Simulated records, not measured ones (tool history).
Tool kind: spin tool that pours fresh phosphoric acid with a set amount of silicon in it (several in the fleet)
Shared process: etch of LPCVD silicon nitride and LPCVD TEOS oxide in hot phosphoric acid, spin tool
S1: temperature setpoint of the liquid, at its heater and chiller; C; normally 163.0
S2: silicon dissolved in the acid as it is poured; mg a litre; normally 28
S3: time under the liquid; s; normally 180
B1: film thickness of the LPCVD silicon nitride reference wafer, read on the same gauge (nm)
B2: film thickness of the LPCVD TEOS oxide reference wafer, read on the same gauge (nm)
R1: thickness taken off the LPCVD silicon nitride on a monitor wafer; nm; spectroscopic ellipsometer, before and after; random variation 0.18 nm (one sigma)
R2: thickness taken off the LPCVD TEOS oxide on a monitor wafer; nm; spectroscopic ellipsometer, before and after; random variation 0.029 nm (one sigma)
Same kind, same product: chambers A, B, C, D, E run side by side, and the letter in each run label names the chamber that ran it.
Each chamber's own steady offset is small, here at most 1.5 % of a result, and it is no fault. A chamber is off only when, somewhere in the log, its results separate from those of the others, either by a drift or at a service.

Run 1C, hour 2.7: usual settings; B1 80.008; B2 110.01. Result: R1 18.5170 nm, R2 0.35410 nm.
Run 2A, hour 6.5: usual settings; B1 79.973; B2 110.05. Result: R1 18.8390 nm, R2 0.38699 nm.
Run 3E, hour 10.9: usual settings; B1 80.025; B2 110.01. Result: R1 18.4770 nm, R2 0.31116 nm.
Run 4D, hour 13.2: usual settings; B1 80.002; B2 110.00. Result: R1 18.3610 nm, R2 0.39795 nm.
Run 5B, hour 15.8: usual settings; B1 79.961; B2 110.02. Result: R1 18.3020 nm, R2 0.39190 nm.
Run 6B, hour 19.3: usual settings; B1 80.038; B2 109.99. Result: R1 18.7540 nm, R2 0.35587 nm.
Run 7D, hour 21.5: usual settings; B1 79.997; B2 109.99. Result: R1 18.2070 nm, R2 0.37751 nm.
Run 8E, hour 24.7: usual settings; B1 80.006; B2 110.00. Result: R1 18.6590 nm, R2 0.33820 nm.
Run 9C, hour 28.9: usual settings but S1 164.0 C, S3 90 s; B1 79.999; B2 110.07. Result: R1 9.7483 nm, R2 0.18810 nm.
Run 10A, hour 30.9: usual settings but S1 164.0 C, S3 90 s; B1 80.028; B2 109.97. Result: R1 9.7308 nm, R2 0.18960 nm.
Run 11E, hour 35.2: usual settings but S1 164.0 C, S3 90 s; B1 79.945; B2 110.00. Result: R1 9.6677 nm, R2 0.18477 nm.
Run 12A, hour 38.8: usual settings but S1 164.0 C, S3 90 s; B1 80.028; B2 109.99. Result: R1 9.8558 nm, R2 0.18961 nm.
Run 13C, hour 42.6: usual settings but S1 164.0 C, S3 90 s; B1 80.003; B2 110.05. Result: R1 9.7344 nm, R2 0.20940 nm.
Run 14D, hour 44.9: usual settings; B1 79.992; B2 110.03. Result: R1 18.3420 nm, R2 0.34992 nm.
At hour 45.1: chamber E: thermometer replaced.
Run 15B, hour 46.8: usual settings; B1 80.054; B2 110.04. Result: R1 18.9080 nm, R2 0.38732 nm.
Run 16D, hour 49.6: usual settings but S1 161.5 C, S3 125 s; B1 79.991; B2 110.00. Result: R1 12.0150 nm, R2 0.24214 nm.
Run 17A, hour 53.8: usual settings but S1 161.5 C, S3 125 s; B1 80.006; B2 110.01. Result: R1 12.4120 nm, R2 0.21475 nm.
Run 18B, hour 58.2: usual settings but S1 161.5 C, S3 125 s; B1 79.997; B2 109.99. Result: R1 12.1810 nm, R2 0.20625 nm.
Run 19C, hour 61.1: usual settings but S1 161.5 C, S3 125 s; B1 79.997; B2 110.03. Result: R1 11.7300 nm, R2 0.23006 nm.
Run 20E, hour 63.7: usual settings but S1 161.5 C, S3 125 s; B1 79.999; B2 110.01. Result: R1 12.4470 nm, R2 0.23183 nm.
Run 21D, hour 66.1: usual settings; B1 79.967; B2 110.03. Result: R1 18.2470 nm, R2 0.33838 nm.
Run 22C, hour 70.4: usual settings; B1 80.016; B2 109.98. Result: R1 17.7830 nm, R2 0.35271 nm.
Run 23B, hour 72.5: usual settings; B1 79.992; B2 110.01. Result: R1 18.6580 nm, R2 0.39886 nm.
Run 24A, hour 76.2: usual settings but S2 14 mg a litre; B1 80.002; B2 110.03. Result: R1 18.7620 nm, R2 0.53989 nm.
Run 25E, hour 78.1: usual settings but S2 14 mg a litre; B1 79.997; B2 109.96. Result: R1 18.4170 nm, R2 0.56083 nm.
Run 26D, hour 81.0: usual settings but S2 14 mg a litre; B1 79.989; B2 109.95. Result: R1 17.9660 nm, R2 0.57206 nm.
Run 27B, hour 84.6: usual settings but S2 14 mg a litre; B1 79.986; B2 110.02. Result: R1 18.5550 nm, R2 0.50740 nm.
Run 28E, hour 87.7: usual settings but S2 14 mg a litre; B1 80.000; B2 109.98. Result: R1 18.7150 nm, R2 0.46686 nm.
Run 29A, hour 90.8: usual settings; B1 80.065; B2 109.97. Result: R1 18.6210 nm, R2 0.38351 nm.
Run 30C, hour 94.8: usual settings; B1 79.973; B2 109.99. Result: R1 17.3850 nm, R2 0.31230 nm.
Run 31B, hour 98.8: usual settings; B1 79.982; B2 110.00. Result: R1 18.5290 nm, R2 0.39606 nm.
Run 32D, hour 103.0: usual settings but S1 160.0 C, S3 230 s; B1 80.028; B2 109.96. Result: R1 21.5270 nm, R2 0.33253 nm.
Run 33C, hour 105.9: usual settings but S1 160.0 C, S3 230 s; B1 79.999; B2 110.01. Result: R1 19.4710 nm, R2 0.24411 nm.
Run 34E, hour 108.3: usual settings but S1 160.0 C, S3 230 s; B1 80.028; B2 110.05. Result: R1 21.5080 nm, R2 0.35769 nm.
Run 35A, hour 111.3: usual settings but S1 160.0 C, S3 230 s; B1 80.041; B2 109.98. Result: R1 22.0110 nm, R2 0.42954 nm.
Run 36C, hour 115.4: usual settings but S1 160.0 C, S3 230 s; B1 79.990; B2 109.99. Result: R1 19.0400 nm, R2 0.29569 nm.

Does one chamber stand apart from the rest, does the shared gauge drift, or is all well apart from small per-chamber offsets? Give the chamber and the most likely cause, where there is one.

Little by little, chamber C moves away from the other chambers.
Likeliest cause: temperature lost on the way to the wafer (K) = 3.29.

Chamber C could run next with any of the 4 candidate recipes listed below; each alters the usual settings, and their results appear as question marks. Which one brings its results back in line with what the other chambers deliver on the usual settings?
To be in line, a result may differ from the other chambers' mean on the usual settings by at most: R1 0.6400 nm; R2 0.10000 nm
Run 37C-1, hour 118.5: usual settings but S2 31.0 mg a litre, S3 160 s. Result: R1 ?, R2 ?.
Run 37C-2, hour 118.5: usual settings but S2 29.5 mg a litre, S3 170 s. Result: R1 ?, R2 ?.
Run 37C-3, hour 118.5: usual settings but S2 26.5 mg a litre, S3 190 s. Result: R1 ?, R2 ?.
Run 37C-4, hour 118.5: usual settings but S2 25.0 mg a litre, S3 200 s. Result: R1 ?, R2 ?.

The other chambers' mean on the usual settings: R1 18.5940 nm; R2 0.36343 nm
  run       R1       R2
37C-1  14.7870  0.22138
37C-2  15.7110  0.24992
37C-3  17.5590  0.31218
37C-4  18.4840  0.34591
37C-4 is the one that brings the chamber's results back in line with the other chambers.
